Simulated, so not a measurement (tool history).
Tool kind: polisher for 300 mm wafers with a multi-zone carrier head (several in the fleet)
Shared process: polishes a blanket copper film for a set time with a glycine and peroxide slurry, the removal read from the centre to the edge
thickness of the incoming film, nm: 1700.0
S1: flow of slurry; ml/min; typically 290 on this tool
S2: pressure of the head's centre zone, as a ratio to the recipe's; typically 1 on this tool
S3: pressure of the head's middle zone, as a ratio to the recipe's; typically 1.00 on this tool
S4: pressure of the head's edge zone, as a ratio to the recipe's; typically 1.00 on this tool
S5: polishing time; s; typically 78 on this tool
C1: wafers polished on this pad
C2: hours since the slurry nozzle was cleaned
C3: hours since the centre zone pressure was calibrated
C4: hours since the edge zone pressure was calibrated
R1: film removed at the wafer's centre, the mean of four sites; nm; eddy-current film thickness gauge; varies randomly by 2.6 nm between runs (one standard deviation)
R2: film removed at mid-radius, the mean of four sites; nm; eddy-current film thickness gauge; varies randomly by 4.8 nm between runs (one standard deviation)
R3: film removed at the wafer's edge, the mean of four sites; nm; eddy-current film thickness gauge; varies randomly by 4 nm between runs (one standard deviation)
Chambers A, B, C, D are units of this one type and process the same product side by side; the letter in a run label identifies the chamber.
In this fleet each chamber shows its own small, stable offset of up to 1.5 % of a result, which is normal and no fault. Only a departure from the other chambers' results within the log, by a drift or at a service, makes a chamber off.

run,hour,S1,S2,S3,S4,S5,C1,C2,C3,C4,R1,R2,R3
1D,3.3,290,1,1.00,1.00,78,515,74.3,611.1,484.4,324.87,327.24,317.86
2B,6.8,290,1,1.00,1.00,78,85,110.1,299.1,483.5,324.40,326.33,325.74
3C,9.7,290,1,1.00,1.00,78,357,161.8,858.5,26.7,324.09,331.57,326.33
# hour 10.3: chamber A: worn pad replaced by a new one
4A,15.8,290,1,1.00,1.00,78,51,29.9,250.5,48.9,324.28,321.68,329.44
5C,19.1,290,1,0.89,1.00,102,443,171.2,867.9,36.1,428.92,382.85,428.77
6D,23.9,290,1,0.89,1.00,102,706,94.9,631.7,505.0,423.21,373.96,416.42
7A,26.9,290,1,0.89,1.00,102,153,41.0,261.6,60.0,430.10,381.34,431.37
8B,33.1,290,1,0.89,1.00,102,328,136.4,325.4,509.8,421.25,382.86,428.78
9D,38.2,290,1,1.00,1.00,78,838,109.2,646.0,519.3,323.13,313.87,319.72
10C,44.7,290,1,1.00,1.00,78,680,196.8,893.5,61.7,323.34,323.98,323.76
11A,50.0,290,1,1.00,1.00,78,367,64.1,284.7,83.1,328.11,321.12,330.38
# hour 52.4: chamber D: edge zone pressure recalibrated
12B,54.7,290,1,1.00,1.00,78,528,158.0,347.0,531.4,323.02,333.99,318.53
13D,60.5,290,1,1.00,1.06,88,1044,131.5,668.3,8.1,356.08,350.26,359.29
14C,65.8,290,1,1.00,1.06,88,875,217.9,914.6,82.8,364.32,365.49,380.64
15A,69.5,290,1,1.00,1.06,88,547,83.6,304.2,102.6,363.83,368.48,379.39
# hour 73.9: chamber A: worn pad replaced by a new one
16B,74.2,290,1,1.00,1.06,88,708,177.5,366.5,550.9,365.09,358.33,370.59
17C,79.6,260,1,1.00,1.00,64,1003,231.7,928.4,96.6,262.89,263.86,264.56
18D,86.0,260,1,1.00,1.00,64,1279,157.0,693.8,33.6,249.31,246.50,247.08
# hour 88.4: chamber C: worn pad replaced by a new one
19B,92.2,260,1,1.00,1.00,64,874,195.5,384.5,568.9,258.33,256.39,261.48
# hour 94.9: chamber D: centre zone pressure recalibrated
20A,95.0,260,1,1.00,1.00,64,195,109.1,329.7,128.1,266.72,262.88,272.39
21A,101.2,290,1,1.00,1.00,78,252,115.3,335.9,134.3,322.86,316.21,326.64
22B,106.8,290,1,1.00,1.00,78,1009,210.1,399.1,583.5,321.10,325.09,328.08
23D,111.5,290,1,1.00,1.00,78,1515,182.5,16.6,59.1,296.69,301.47,290.85
24C,116.8,290,1,1.00,1.00,78,262,268.9,965.6,133.8,328.82,319.53,322.82
# hour 118.3: chamber B: worn pad replaced by a new one
25B,122.0,290,1,1.00,1.00,78,34,225.3,414.3,598.7,317.52,310.65,327.06

Each of the 4 chambers runs these same settings next. Fill in every chamber's results:
26A,126.7,290,1,0.93,1.00,78,,,,,?,?,?
26B,126.7,290,1,0.93,1.00,78,,,,,?,?,?
26C,126.7,290,1,0.93,1.00,78,,,,,?,?,?
26D,126.7,290,1,0.93,1.00,78,,,,,?,?,?

run,R1,R2,R3
26A,326.98,292.10,324.52
26B,323.34,296.35,322.12
26C,323.09,310.17,327.41
26D,298.19,272.31,291.79
